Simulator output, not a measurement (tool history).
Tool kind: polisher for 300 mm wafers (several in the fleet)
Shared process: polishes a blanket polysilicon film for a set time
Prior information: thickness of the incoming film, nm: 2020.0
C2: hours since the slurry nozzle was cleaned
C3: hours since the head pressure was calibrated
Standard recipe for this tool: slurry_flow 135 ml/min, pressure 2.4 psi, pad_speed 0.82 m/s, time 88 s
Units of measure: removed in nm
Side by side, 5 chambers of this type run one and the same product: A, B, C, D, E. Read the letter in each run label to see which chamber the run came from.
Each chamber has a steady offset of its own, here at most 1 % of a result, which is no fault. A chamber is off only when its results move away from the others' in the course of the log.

run 1A hour=8.9 | slurry_flow=135 pressure=2.4 pad_speed=0.82 time=88 | wafers_polished_on_this_pad=229 C2=597.9 C3=333.6 | removed=462.2
run 2D hour=16.7 | slurry_flow=135 pressure=2.4 pad_speed=0.82 time=88 | wafers_polished_on_this_pad=518 C2=683.8 C3=530.6 | removed=455.94
-- hour=18.3 chamber C: worn pad replaced by a new one
run 3B hour=25.9 | slurry_flow=135 pressure=2.4 pad_speed=0.82 time=88 | wafers_polished_on_this_pad=935 C2=493.2 C3=181.6 | removed=454.69
-- hour=30.3 chamber B: worn pad replaced by a new one
run 4C hour=33.4 | slurry_flow=135 pressure=2.4 pad_speed=0.82 time=88 | wafers_polished_on_this_pad=186 C2=224.1 C3=313.5 | removed=462.11
-- hour=46.3 chamber D: slurry nozzle cleaned
run 5E hour=48 | slurry_flow=135 pressure=2.4 pad_speed=0.82 time=88 | wafers_polished_on_this_pad=989 C2=535.4 C3=111.5 | removed=467.76
-- hour=55.4 chamber E: worn pad replaced by a new one
run 6B hour=60.8 | slurry_flow=135 pressure=2.4 pad_speed=0.82 time=88 | wafers_polished_on_this_pad=374 C2=528.1 C3=216.5 | removed=461.32
-- hour=66.2 chamber D: worn pad replaced by a new one
run 7A hour=68.4 | slurry_flow=135 pressure=2.4 pad_speed=0.82 time=88 | wafers_polished_on_this_pad=960 C2=657.4 C3=393.1 | removed=459.84
run 8E hour=82.4 | slurry_flow=135 pressure=2.4 pad_speed=0.82 time=88 | wafers_polished_on_this_pad=331 C2=569.8 C3=145.9 | removed=459.71
-- hour=90.4 chamber A: worn pad replaced by a new one
run 9C hour=92.5 | slurry_flow=135 pressure=2.4 pad_speed=0.82 time=88 | wafers_polished_on_this_pad=911 C2=283.2 C3=372.6 | removed=454.45
run 10D hour=101.4 | slurry_flow=135 pressure=2.4 pad_speed=0.82 time=88 | wafers_polished_on_this_pad=432 C2=55.2 C3=615.3 | removed=456.48
-- hour=104.4 chamber B: worn pad replaced by a new one
run 11A hour=110.2 | slurry_flow=135 pressure=2.4 pad_speed=0.82 time=88 | wafers_polished_on_this_pad=243 C2=699.2 C3=434.9 | removed=463.62
run 12D hour=118.1 | slurry_flow=135 pressure=2.4 pad_speed=0.82 time=88 | wafers_polished_on_this_pad=637 C2=71.9 C3=632 | removed=455.82
run 13E hour=127.3 | slurry_flow=135 pressure=2.4 pad_speed=1.06 time=88 | wafers_polished_on_this_pad=883 C2=614.7 C3=190.8 | removed=594.88
-- hour=134.3 chamber C: worn pad replaced by a new one
run 14C hour=137.9 | slurry_flow=135 pressure=2.4 pad_speed=1.06 time=88 | wafers_polished_on_this_pad=45 C2=328.6 C3=418 | removed=591.49
-- hour=142.7 chamber D: worn pad replaced by a new one
-- hour=143.5 chamber E: worn pad replaced by a new one
run 15B hour=145.4 | slurry_flow=135 pressure=2.4 pad_speed=1.06 time=88 | wafers_polished_on_this_pad=504 C2=612.7 C3=301.1 | removed=577.06
run 16E hour=160.2 | slurry_flow=135 pressure=2.4 pad_speed=1.06 time=88 | wafers_polished_on_this_pad=205 C2=647.6 C3=223.7 | removed=598.18
-- hour=171.5 chamber A: worn pad replaced by a new one
run 17A hour=172 | slurry_flow=135 pressure=2.4 pad_speed=1.06 time=88 | wafers_polished_on_this_pad=6 C2=761 C3=496.7 | removed=578.39
-- hour=173.7 chamber E: slurry nozzle cleaned
-- hour=175.3 chamber A: slurry nozzle cleaned
run 18C hour=187.3 | slurry_flow=135 pressure=2.4 pad_speed=0.82 time=88 | wafers_polished_on_this_pad=651 C2=378 C3=467.4 | removed=441.38
-- hour=193 chamber B: worn pad replaced by a new one
run 19D hour=201.5 | slurry_flow=135 pressure=2.4 pad_speed=0.82 time=88 | wafers_polished_on_this_pad=722 C2=155.3 C3=715.4 | removed=464.62
run 20B hour=215.6 | slurry_flow=135 pressure=2.4 pad_speed=0.82 time=88 | wafers_polished_on_this_pad=278 C2=682.9 C3=371.3 | removed=456.31
-- hour=218.5 chamber D: worn pad replaced by a new one
-- hour=218.8 chamber A: head pressure recalibrated
-- hour=218.9 chamber E: worn pad replaced by a new one
run 21B hour=228.5 | slurry_flow=135 pressure=2.4 pad_speed=0.82 time=88 | wafers_polished_on_this_pad=436 C2=695.8 C3=384.2 | removed=452.75
run 22C hour=238.8 | slurry_flow=135 pressure=2.4 pad_speed=0.82 time=88 | wafers_polished_on_this_pad=1284 C2=429.5 C3=518.9 | removed=435.14
run 23E hour=250.4 | slurry_flow=135 pressure=2.4 pad_speed=0.82 time=88 | wafers_polished_on_this_pad=387 C2=76.7 C3=313.9 | removed=449.45
-- hour=257.2 chamber C: worn pad replaced by a new one
run 24D hour=257.6 | slurry_flow=135 pressure=2.4 pad_speed=0.82 time=88 | wafers_polished_on_this_pad=481 C2=211.4 C3=771.5 | removed=461.45
-- hour=266.6 chamber D: head pressure recalibrated
-- hour=273.9 chamber A: worn pad replaced by a new one
run 25A hour=274 | slurry_flow=135 pressure=2.4 pad_speed=0.82 time=88 | wafers_polished_on_this_pad=1 C2=98.8 C3=55.3 | removed=458.06
-- hour=275 chamber C: slurry nozzle cleaned
run 26D hour=283 | slurry_flow=135 pressure=2.4 pad_speed=0.82 time=88 | wafers_polished_on_this_pad=793 C2=236.8 C3=16.5 | removed=463.67
-- hour=285.6 chamber B: worn pad replaced by a new one
run 27C hour=295.5 | slurry_flow=135 pressure=2.4 pad_speed=0.82 time=88 | wafers_polished_on_this_pad=470 C2=20.6 C3=575.6 | removed=433.58
-- hour=302.8 chamber D: worn pad replaced by a new one
-- hour=308.8 chamber E: worn pad replaced by a new one
run 28B hour=311.9 | slurry_flow=135 pressure=2.4 pad_speed=0.82 time=88 | wafers_polished_on_this_pad=323 C2=779.2 C3=467.6 | removed=466.56
run 29A hour=324.6 | slurry_flow=135 pressure=2.4 pad_speed=0.82 time=88 | wafers_polished_on_this_pad=623 C2=149.4 C3=105.9 | removed=461.75
run 30E hour=336.6 | slurry_flow=135 pressure=2.4 pad_speed=0.82 time=88 | wafers_polished_on_this_pad=342 C2=162.9 C3=400.1 | removed=456.67
-- hour=351.4 chamber B: slurry nozzle cleaned
run 31C hour=353.1 | slurry_flow=135 pressure=2.4 pad_speed=0.82 time=88 | wafers_polished_on_this_pad=1178 C2=78.2 C3=633.2 | removed=429.46
-- hour=364.5 chamber A: worn pad replaced by a new one
run 32A hour=366.4 | slurry_flow=135 pressure=2.4 pad_speed=0.82 time=88 | wafers_polished_on_this_pad=23 C2=191.2 C3=147.7 | removed=457.89
-- hour=370.1 chamber B: worn pad replaced by a new one
run 33B hour=378.8 | slurry_flow=135 pressure=2.4 pad_speed=0.82 time=88 | wafers_polished_on_this_pad=107 C2=27.4 C3=534.5 | removed=458.49
-- hour=379.8 chamber D: worn pad replaced by a new one
run 34E hour=385.9 | slurry_flow=135 pressure=2.4 pad_speed=0.82 time=88 | wafers_polished_on_this_pad=947 C2=212.2 C3=449.4 | removed=461.48
-- hour=390.6 chamber C: worn pad replaced by a new one
run 35D hour=397 | slurry_flow=135 pressure=2.4 pad_speed=0.82 time=88 | wafers_polished_on_this_pad=211 C2=350.8 C3=130.5 | removed=461.41
run 36C hour=411.9 | slurry_flow=135 pressure=2.4 pad_speed=0.82 time=88 | wafers_polished_on_this_pad=262 C2=137 C3=692 | removed=425.33

Each of the 5 chambers runs these same settings next. Fill in every chamber's results:
run 37A hour=423.8 | slurry_flow=135 pressure=2.4 pad_speed=0.82 time=88 | removed=?
run 37B hour=423.8 | slurry_flow=135 pressure=2.4 pad_speed=0.82 time=88 | removed=?
run 37C hour=423.8 | slurry_flow=135 pressure=2.4 pad_speed=0.82 time=88 | removed=?
run 37D hour=423.8 | slurry_flow=135 pressure=2.4 pad_speed=0.82 time=88 | removed=?
run 37E hour=423.8 | slurry_flow=135 pressure=2.4 pad_speed=0.82 time=88 | removed=?

run=37A removed=463.24
run=37B removed=470.9
run=37C removed=417.07
run=37D removed=460.9
run=37E removed=452.69
